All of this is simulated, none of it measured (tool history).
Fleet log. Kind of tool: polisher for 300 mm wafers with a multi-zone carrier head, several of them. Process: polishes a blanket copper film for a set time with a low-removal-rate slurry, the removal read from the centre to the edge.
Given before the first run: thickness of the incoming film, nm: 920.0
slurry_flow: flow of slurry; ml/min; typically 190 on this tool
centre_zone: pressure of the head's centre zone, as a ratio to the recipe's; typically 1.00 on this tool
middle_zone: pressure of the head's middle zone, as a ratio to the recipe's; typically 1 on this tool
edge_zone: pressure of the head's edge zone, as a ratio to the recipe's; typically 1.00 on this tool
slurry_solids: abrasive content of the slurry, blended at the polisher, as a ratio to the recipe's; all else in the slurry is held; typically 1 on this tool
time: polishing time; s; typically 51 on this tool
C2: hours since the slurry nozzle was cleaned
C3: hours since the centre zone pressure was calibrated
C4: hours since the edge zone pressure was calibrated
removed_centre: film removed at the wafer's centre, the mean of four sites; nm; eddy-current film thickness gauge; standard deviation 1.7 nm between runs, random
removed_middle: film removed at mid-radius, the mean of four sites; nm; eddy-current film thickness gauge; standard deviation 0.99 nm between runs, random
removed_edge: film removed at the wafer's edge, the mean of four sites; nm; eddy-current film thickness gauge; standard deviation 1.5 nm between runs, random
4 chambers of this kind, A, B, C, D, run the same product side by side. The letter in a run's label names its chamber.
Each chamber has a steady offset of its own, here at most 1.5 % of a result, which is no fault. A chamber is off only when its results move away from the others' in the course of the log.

Run 1A, hour 5.0: usual settings; wafers polished on this pad 75; C2 491.8; C3 376.0; C4 313.2. Result: removed_centre 138.730 nm, removed_middle 137.650 nm, removed_edge 139.130 nm.
Run 2C, hour 9.7: usual settings; wafers polished on this pad 903; C2 77.0; C3 291.0; C4 188.7. Result: removed_centre 134.580 nm, removed_middle 135.360 nm, removed_edge 139.190 nm.
Run 3B, hour 13.1: usual settings; wafers polished on this pad 1333; C2 165.4; C3 971.5; C4 314.5. Result: removed_centre 139.100 nm, removed_middle 139.770 nm, removed_edge 138.210 nm.
At hour 16.8: chamber D: worn pad replaced by a new one.
Run 4D, hour 19.2: usual settings; wafers polished on this pad 31; C2 433.2; C3 375.1; C4 70.4. Result: removed_centre 136.100 nm, removed_middle 136.620 nm, removed_edge 139.130 nm.
Run 5A, hour 22.6: usual settings but edge_zone 0.89; wafers polished on this pad 294; C2 509.4; C3 393.6; C4 330.8. Result: removed_centre 141.480 nm, removed_middle 137.140 nm, removed_edge 131.040 nm.
Run 6C, hour 27.6: usual settings but edge_zone 0.89; wafers polished on this pad 1126; C2 94.9; C3 308.9; C4 206.6. Result: removed_centre 138.810 nm, removed_middle 136.840 nm, removed_edge 128.850 nm.
Run 7D, hour 32.6: usual settings but edge_zone 0.89; wafers polished on this pad 198; C2 446.6; C3 388.5; C4 83.8. Result: removed_centre 135.320 nm, removed_middle 137.310 nm, removed_edge 131.160 nm.
At hour 36.5: chamber B: worn pad replaced by a new one.
At hour 38.5: chamber C: worn pad replaced by a new one.
Run 8B, hour 39.7: usual settings but edge_zone 0.89; wafers polished on this pad 40; C2 192.0; C3 998.1; C4 341.1. Result: removed_centre 135.200 nm, removed_middle 139.930 nm, removed_edge 131.250 nm.
Run 9B, hour 44.0: usual settings; wafers polished on this pad 94; C2 196.3; C3 1002.4; C4 345.4. Result: removed_centre 137.030 nm, removed_middle 139.510 nm, removed_edge 139.610 nm.
Run 10D, hour 49.8: usual settings; wafers polished on this pad 412; C2 463.8; C3 405.7; C4 101.0. Result: removed_centre 137.430 nm, removed_middle 138.010 nm, removed_edge 136.070 nm.
At hour 52.4: chamber A: slurry nozzle cleaned.
Run 11A, hour 53.6: usual settings; wafers polished on this pad 681; C2 1.3; C3 424.6; C4 361.8. Result: removed_centre 136.650 nm, removed_middle 138.100 nm, removed_edge 137.850 nm.
Run 12C, hour 60.0: usual settings but time 63 s; wafers polished on this pad 269; C2 127.3; C3 341.3; C4 239.0. Result: removed_centre 171.870 nm, removed_middle 169.160 nm, removed_edge 170.900 nm.
Run 13A, hour 67.2: usual settings but time 63 s; wafers polished on this pad 851; C2 14.9; C3 438.2; C4 375.4. Result: removed_centre 171.900 nm, removed_middle 169.930 nm, removed_edge 170.590 nm.
Run 14D, hour 70.9: usual settings but time 63 s; wafers polished on this pad 676; C2 484.9; C3 426.8; C4 122.1. Result: removed_centre 161.980 nm, removed_middle 167.530 nm, removed_edge 168.550 nm.
Run 15C, hour 77.6: usual settings but time 63 s; wafers polished on this pad 488; C2 144.9; C3 358.9; C4 256.6. Result: removed_centre 172.140 nm, removed_middle 168.360 nm, removed_edge 170.850 nm.
Run 16B, hour 83.5: usual settings; wafers polished on this pad 587; C2 235.8; C3 1041.9; C4 384.9. Result: removed_centre 136.130 nm, removed_middle 138.380 nm, removed_edge 138.910 nm.
Run 17C, hour 90.9: usual settings; wafers polished on this pad 654; C2 158.2; C3 372.2; C4 269.9. Result: removed_centre 140.280 nm, removed_middle 136.960 nm, removed_edge 137.660 nm.
At hour 95.3: chamber A: worn pad replaced by a new one.
Run 18B, hour 97.6: usual settings; wafers polished on this pad 763; C2 249.9; C3 1056.0; C4 399.0. Result: removed_centre 139.900 nm, removed_middle 138.070 nm, removed_edge 136.210 nm.
Run 19A, hour 104.4: usual settings; wafers polished on this pad 113; C2 52.1; C3 475.4; C4 412.6. Result: removed_centre 140.050 nm, removed_middle 138.770 nm, removed_edge 138.230 nm.
At hour 106.3: chamber D: worn pad replaced by a new one.
Run 20D, hour 108.4: usual settings but slurry_flow 230 ml/min, time 58 s; wafers polished on this pad 27; C2 522.4; C3 464.3; C4 159.6. Result: removed_centre 156.920 nm, removed_middle 155.780 nm, removed_edge 159.790 nm.
Run 21A, hour 113.3: usual settings but slurry_flow 230 ml/min, time 58 s; wafers polished on this pad 224; C2 61.0; C3 484.3; C4 421.5. Result: removed_centre 160.970 nm, removed_middle 160.830 nm, removed_edge 160.420 nm.
Run 22C, hour 118.6: usual settings but slurry_flow 230 ml/min, time 58 s; wafers polished on this pad 1000; C2 185.9; C3 399.9; C4 297.6. Result: removed_centre 162.090 nm, removed_middle 158.450 nm, removed_edge 157.240 nm.
At hour 122.6: chamber C: worn pad replaced by a new one.
Run 23B, hour 122.6: usual settings but slurry_flow 230 ml/min, time 58 s; wafers polished on this pad 1075; C2 274.9; C3 1081.0; C4 424.0. Result: removed_centre 162.460 nm, removed_middle 162.260 nm, removed_edge 162.430 nm.
Run 24D, hour 126.5: usual settings; wafers polished on this pad 253; C2 540.5; C3 482.4; C4 177.7. Result: removed_centre 128.750 nm, removed_middle 133.620 nm, removed_edge 135.340 nm.
Run 25B, hour 133.5: usual settings; wafers polished on this pad 1211; C2 285.8; C3 1091.9; C4 434.9. Result: removed_centre 139.870 nm, removed_middle 136.940 nm, removed_edge 138.850 nm.
Run 26D, hour 139.3: usual settings; wafers polished on this pad 412; C2 553.3; C3 495.2; C4 190.5. Result: removed_centre 132.720 nm, removed_middle 130.130 nm, removed_edge 134.890 nm.
Run 27C, hour 145.8: usual settings but centre_zone 1.05; wafers polished on this pad 289; C2 213.1; C3 427.1; C4 324.8. Result: removed_centre 145.430 nm, removed_middle 137.200 nm, removed_edge 141.350 nm.
At hour 148.5: chamber D: centre zone pressure recalibrated.
Run 28A, hour 149.2: usual settings but centre_zone 1.05; wafers polished on this pad 673; C2 96.9; C3 520.2; C4 457.4. Result: removed_centre 146.060 nm, removed_middle 136.360 nm, removed_edge 138.930 nm.
Run 29C, hour 155.9: usual settings but centre_zone 1.05; wafers polished on this pad 416; C2 223.2; C3 437.2; C4 334.9. Result: removed_centre 143.900 nm, removed_middle 138.200 nm, removed_edge 137.840 nm.
Run 30B, hour 159.6: usual settings but centre_zone 1.05; wafers polished on this pad 1537; C2 311.9; C3 1118.0; C4 461.0. Result: removed_centre 144.810 nm, removed_middle 139.890 nm, removed_edge 138.340 nm.
At hour 165.1: chamber B: worn pad replaced by a new one.
Run 31D, hour 166.4: usual settings; wafers polished on this pad 751; C2 580.4; C3 17.9; C4 217.6. Result: removed_centre 129.130 nm, removed_middle 127.480 nm, removed_edge 131.950 nm.
Run 32A, hour 173.6: usual settings but centre_zone 1.11; wafers polished on this pad 977; C2 121.3; C3 544.6; C4 481.8. Result: removed_centre 151.020 nm, removed_middle 137.460 nm, removed_edge 138.260 nm.
Run 33D, hour 179.9: usual settings but centre_zone 1.11; wafers polished on this pad 919; C2 593.9; C3 31.4; C4 231.1. Result: removed_centre 139.800 nm, removed_middle 125.700 nm, removed_edge 131.050 nm.
Run 34A, hour 183.4: usual settings but centre_zone 1.11; wafers polished on this pad 1099; C2 131.1; C3 554.4; C4 491.6. Result: removed_centre 154.780 nm, removed_middle 137.300 nm, removed_edge 137.670 nm.
Run 35B, hour 190.5: usual settings but centre_zone 1.11; wafers polished on this pad 317; C2 342.8; C3 1148.9; C4 491.9. Result: removed_centre 151.330 nm, removed_middle 140.250 nm, removed_edge 140.710 nm.
Run 36C, hour 194.7: usual settings; wafers polished on this pad 900; C2 262.0; C3 476.0; C4 373.7. Result: removed_centre 138.130 nm, removed_middle 135.910 nm, removed_edge 139.610 nm.
Run 37A, hour 200.3: usual settings; wafers polished on this pad 1310; C2 148.0; C3 571.3; C4 508.5. Result: removed_centre 140.430 nm, removed_middle 138.020 nm, removed_edge 139.190 nm.

What goes on in this fleet: one chamber off, a drifting gauge, or nothing beyond the chambers' own small offsets? Name the chamber and the cause, if any.

One chamber, D, drifts off from the rest bit by bit.
Most likely cause: slurry flow missing at the pad, % = 40.

Here are 4 candidates for chamber D's next run, each the usual settings with a change, their results left as question marks. Which one brings its results back in line with what the others give on the usual settings?
A result is in line if it is within this distance of the other chambers' mean on the usual settings: removed_centre 5.800 nm; removed_middle 3.500 nm; removed_edge 5.400 nm
Run 38D-1, hour 205.6: usual settings but slurry_flow 175 ml/min, centre_zone 0.96, middle_zone 0.97, edge_zone 1.03, time 45 s. Result: removed_centre ?, removed_middle ?, removed_edge ?.
Run 38D-2, hour 205.6: usual settings but slurry_flow 200 ml/min, centre_zone 1.03, middle_zone 1.02, edge_zone 0.98, time 55 s. Result: removed_centre ?, removed_middle ?, removed_edge ?.
Run 38D-3, hour 205.6: usual settings but slurry_flow 180 ml/min, centre_zone 0.97, middle_zone 0.98, edge_zone 1.02, time 47 s. Result: removed_centre ?, removed_middle ?, removed_edge ?.
Run 38D-4, hour 205.6: usual settings but slurry_flow 205 ml/min, centre_zone 1.05, middle_zone 1.04, edge_zone 0.96, time 58 s. Result: removed_centre ?, removed_middle ?, removed_edge ?.

Mean of the other chambers on the usual settings: removed_centre 137.850 nm; removed_middle 137.530 nm; removed_edge 138.360 nm
  run  removed_centre  removed_middle  removed_edge
38D-1         101.050         103.800       115.300
38D-2         138.830         137.260       140.310
38D-3         107.690         110.240       120.380
38D-4         150.560         148.160       146.910
With 38D-2, the chamber falls back in line with the rest.

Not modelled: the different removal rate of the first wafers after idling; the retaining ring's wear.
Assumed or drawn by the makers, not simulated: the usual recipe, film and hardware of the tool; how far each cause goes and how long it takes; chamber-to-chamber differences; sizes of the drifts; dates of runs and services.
